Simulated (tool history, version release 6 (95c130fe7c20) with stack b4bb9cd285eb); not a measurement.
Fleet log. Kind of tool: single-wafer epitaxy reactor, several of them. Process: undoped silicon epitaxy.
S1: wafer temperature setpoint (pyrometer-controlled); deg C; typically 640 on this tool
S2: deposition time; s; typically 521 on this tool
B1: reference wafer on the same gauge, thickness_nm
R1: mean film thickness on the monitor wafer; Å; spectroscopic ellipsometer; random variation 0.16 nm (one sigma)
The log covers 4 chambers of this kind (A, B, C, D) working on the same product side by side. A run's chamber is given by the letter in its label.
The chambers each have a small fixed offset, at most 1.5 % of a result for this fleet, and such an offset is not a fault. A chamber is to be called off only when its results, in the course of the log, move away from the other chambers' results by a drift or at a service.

run 1D hour=9.0 | S1=640 S2=521 | B1=58.208 | R1=701.35
run 2B hour=15.2 | S1=640 S2=521 | B1=58.220 | R1=696.04
run 3C hour=21.3 | S1=640 S2=521 | B1=58.183 | R1=705.50
run 4A hour=31.9 | S1=640 S2=521 | B1=58.186 | R1=700.30
run 5B hour=40.4 | S1=640 S2=521 | B1=58.208 | R1=696.87
run 6D hour=48.1 | S1=640 S2=521 | B1=58.215 | R1=697.04
run 7A hour=53.6 | S1=640 S2=521 | B1=58.214 | R1=704.48
run 8C hour=62.6 | S1=640 S2=521 | B1=58.207 | R1=705.75
run 9B hour=67.7 | S1=640 S2=521 | B1=58.190 | R1=696.92
run 10C hour=74.0 | S1=640 S2=521 | B1=58.232 | R1=706.42
run 11A hour=79.9 | S1=640 S2=521 | B1=58.201 | R1=701.99
run 12D hour=88.5 | S1=640 S2=521 | B1=58.188 | R1=701.24
run 13D hour=94.7 | S1=640 S2=521 | B1=58.181 | R1=699.02
run 14B hour=103.8 | S1=640 S2=521 | B1=58.184 | R1=695.65
run 15C hour=112.8 | S1=640 S2=521 | B1=58.217 | R1=707.18
run 16A hour=118.4 | S1=640 S2=521 | B1=58.223 | R1=703.74
run 17D hour=123.4 | S1=640 S2=521 | B1=58.228 | R1=703.24
run 18C hour=132.8 | S1=635 S2=475 | B1=58.188 | R1=578.38
run 19B hour=137.8 | S1=635 S2=475 | B1=58.192 | R1=566.36
run 20A hour=143.3 | S1=635 S2=475 | B1=58.191 | R1=572.01
run 21A hour=148.2 | S1=635 S2=475 | B1=58.196 | R1=574.62
run 22C hour=159.4 | S1=640 S2=521 | B1=58.201 | R1=712.51
run 23D hour=165.0 | S1=640 S2=521 | B1=58.206 | R1=701.43
run 24B hour=175.4 | S1=640 S2=521 | B1=58.197 | R1=694.81
run 25B hour=183.4 | S1=640 S2=521 | B1=58.199 | R1=697.64
run 26D hour=190.2 | S1=640 S2=521 | B1=58.210 | R1=700.47
run 27C hour=198.5 | S1=640 S2=521 | B1=58.203 | R1=717.61
run 28A hour=208.0 | S1=640 S2=521 | B1=58.187 | R1=701.42
run 29C hour=218.6 | S1=640 S2=521 | B1=58.222 | R1=720.97
run 30A hour=228.9 | S1=640 S2=521 | B1=58.185 | R1=702.56
run 31D hour=234.5 | S1=640 S2=521 | B1=58.213 | R1=704.38

Which is it: a chamber that has drifted or been left off by a service, a gauge drift common to all chambers, or only each chamber's usual small offset? If a chamber is off, name it and its likeliest cause.

Little by little, chamber C moves away from the other chambers.
Cause: wafer temperature above the value expected at the setpoint (K) = 1.09.

Here are 4 candidates for chamber C's next run, each the usual settings with a change, their results left as question marks. Which one brings its results back in line with what the others give on the usual settings?
In line here means within this much of the mean the other chambers give on the usual settings: R1 5.60 Å
run 32C-1 hour=242.6 | S1=640 S2=516 | R1=?
run 32C-2 hour=242.6 | S1=639 S2=517 | R1=?
run 32C-3 hour=242.6 | S1=640 S2=526 | R1=?
run 32C-4 hour=242.6 | S1=641 S2=525 | R1=?

Other chambers, usual settings, mean: R1 699.11 Å
run=32C-1 R1=714.55
run=32C-2 R1=700.06
run=32C-3 R1=728.39
run=32C-4 R1=743.46
32C-2 is the one that brings the chamber's results back in line with the other chambers.

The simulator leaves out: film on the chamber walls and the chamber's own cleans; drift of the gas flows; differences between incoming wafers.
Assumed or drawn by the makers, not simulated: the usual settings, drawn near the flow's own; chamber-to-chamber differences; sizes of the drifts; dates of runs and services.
